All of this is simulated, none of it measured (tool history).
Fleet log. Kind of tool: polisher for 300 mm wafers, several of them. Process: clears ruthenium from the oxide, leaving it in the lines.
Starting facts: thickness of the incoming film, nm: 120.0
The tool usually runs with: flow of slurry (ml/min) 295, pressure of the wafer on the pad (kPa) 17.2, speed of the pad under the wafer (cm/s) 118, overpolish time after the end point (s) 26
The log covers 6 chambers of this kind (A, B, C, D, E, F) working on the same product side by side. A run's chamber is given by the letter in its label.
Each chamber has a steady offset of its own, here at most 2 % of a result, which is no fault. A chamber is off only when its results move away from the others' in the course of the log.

run   hour  flow of slurry (ml/min)  pressure of the wafer on the pad (kPa)  speed of the pad under the wafer (cm/s)  overpolish time after the end point (s)  time until the end point was called (s)
 1A   14.7                      295                                    17.2                                      118                                       26                                    69.19
 2B   22.9                      295                                    17.2                                      118                                       26                                   66.919
      27.2  -- chamber D: worn pad replaced by a new one
 3F   31.8                      295                                    17.2                                      118                                       26                                   65.127
 4D   44.9                      295                                    17.2                                      118                                       26                                   68.603
 5C   55.8                      295                                    11.7                                      118                                       13                                   96.446
 6E   66.1                      295                                    11.7                                      118                                       13                                   101.06
 7A   73.7                      295                                    11.7                                      118                                       13                                   100.56
      75.3  -- chamber B: worn pad replaced by a new one
 8D   86.1                      295                                    11.7                                      118                                       13                                   97.929
        91  -- chamber E: worn pad replaced by a new one
 9E   96.5                      295                                    11.7                                      118                                       13                                   98.867
      99.3  -- chamber B: slurry nozzle cleaned
     105.3  -- chamber D: worn pad replaced by a new one
10F    110                      295                                    11.7                                      118                                       13                                   96.547
     113.2  -- chamber A: worn pad replaced by a new one
     116.1  -- chamber C: slurry nozzle cleaned
     118.5  -- chamber B: head pressure recalibrated
11C  120.8                      295                                    17.2                                      118                                       26                                    67.06
12B  132.4                      295                                    17.2                                      118                                       26                                   67.954
13A  145.5                      295                                    17.2                                      118                                       26                                       68
14F  154.8                      295                                    17.2                                      118                                       26                                   67.755
     156.9  -- chamber C: head pressure recalibrated
15D  164.9                      295                                    17.2                                      118                                       26                                   68.538
     168.8  -- chamber F: worn pad replaced by a new one
16C  178.4                      295                                    17.2                                      118                                       26                                   68.696
17B    186                      295                                    17.2                                      118                                       26                                   65.312
     192.4  -- chamber D: worn pad replaced by a new one
18E  195.5                      295                                    17.2                                      118                                       26                                   66.518
19A  204.8                      295                                    17.2                                      118                                       26                                   67.444
20B  213.8                      335                                    17.2                                      118                                       26                                   65.347
       223  -- chamber A: slurry nozzle cleaned
21F  225.8                      335                                    17.2                                      118                                       26                                   65.407
     226.3  -- chamber E: head pressure recalibrated
22D  233.4                      335                                    17.2                                      118                                       26                                   67.411
     236.3  -- chamber A: worn pad replaced by a new one
23E  240.1                      335                                    17.2                                      118                                       26                                   66.917
     244.5  -- chamber D: slurry nozzle cleaned
24C  251.2                      335                                    17.2                                      118                                       26                                   69.794
25B  259.8                      335                                    17.2                                      118                                       26                                   67.253
26D  266.9                      295                                    17.2                                      118                                       26                                   68.099
     269.3  -- chamber B: worn pad replaced by a new one
     272.3  -- chamber D: worn pad replaced by a new one
27C  277.9                      295                                    17.2                                      118                                       26                                   72.622
     285.3  -- chamber E: worn pad replaced by a new one
28F  285.5                      295                                    20.7                                      118                                       40                                    54.34
29A    298                      295                                    20.7                                      118                                       40                                   57.303
30E  305.9                      295                                    20.7                                      118                                       40                                    56.06
31D  320.5                      295                                    20.7                                      118                                       40                                   56.928
32B  333.1                      295                                    20.7                                      118                                       40                                    56.84
33A  339.7                      295                                    20.7                                      118                                       40                                   55.524
     348.4  -- chamber F: worn pad replaced by a new one
     350.8  -- chamber D: worn pad replaced by a new one
34E  354.5                      295                                    17.2                                      118                                       26                                   69.532
       363  -- chamber A: worn pad replaced by a new one
35C  365.3                      295                                    17.2                                      118                                       26                                   72.122
36F  378.5                      295                                    17.2                                      118                                       26                                   65.074
37B  387.3                      295                                    19.3                                      136                                       26                                   51.602
     388.6  -- chamber F: head pressure recalibrated
38F  396.4                      295                                    19.3                                      136                                       26                                   50.324
39E  403.5                      295                                    19.3                                      136                                       26                                    52.39
40A  410.2                      295                                    19.3                                      136                                       26                                    51.63
41C    420                      295                                    19.3                                      136                                       26                                   57.621
42D  432.4                      295                                    19.3                                      136                                       26                                   53.002

Has any chamber moved away from the others, gradually or after a service, or does the common gauge drift, or do the chambers differ only by their own small steady offsets? State the chamber and the most likely cause if one applies.

Little by little, chamber C moves away from the other chambers.
Likeliest cause: removal rate lost through wear of the pad, % = 11.4.

Chamber C could run next with any of the 4 candidate recipes listed below; each alters the usual settings, and their results appear as question marks. Which one brings its results back in line with what the other chambers deliver on the usual settings?
Allowed miss from the other chambers' usual-settings mean, per result, to count as in line: time until the end point was called (s) 3.2
43C-1  443.1                      290                                    15.2                                      118                                       26                                        ?
43C-2  443.1                      290                                    17.2                                       98                                       26                                        ?
43C-3  443.1                      295                                    20.7                                      118                                       26                                        ?
43C-4  443.1                      300                                    17.2                                      132                                       26                                        ?

Average result of the remaining chambers running the usual settings: time until the end point was called (s) 67.438
  run  time until the end point was called (s)
43C-1                                   86.085
43C-2                                   91.367
43C-3                                   63.132
43C-4                                   67.526
The right change is 43C-4: it brings the chamber back within the allowed miss of the others.

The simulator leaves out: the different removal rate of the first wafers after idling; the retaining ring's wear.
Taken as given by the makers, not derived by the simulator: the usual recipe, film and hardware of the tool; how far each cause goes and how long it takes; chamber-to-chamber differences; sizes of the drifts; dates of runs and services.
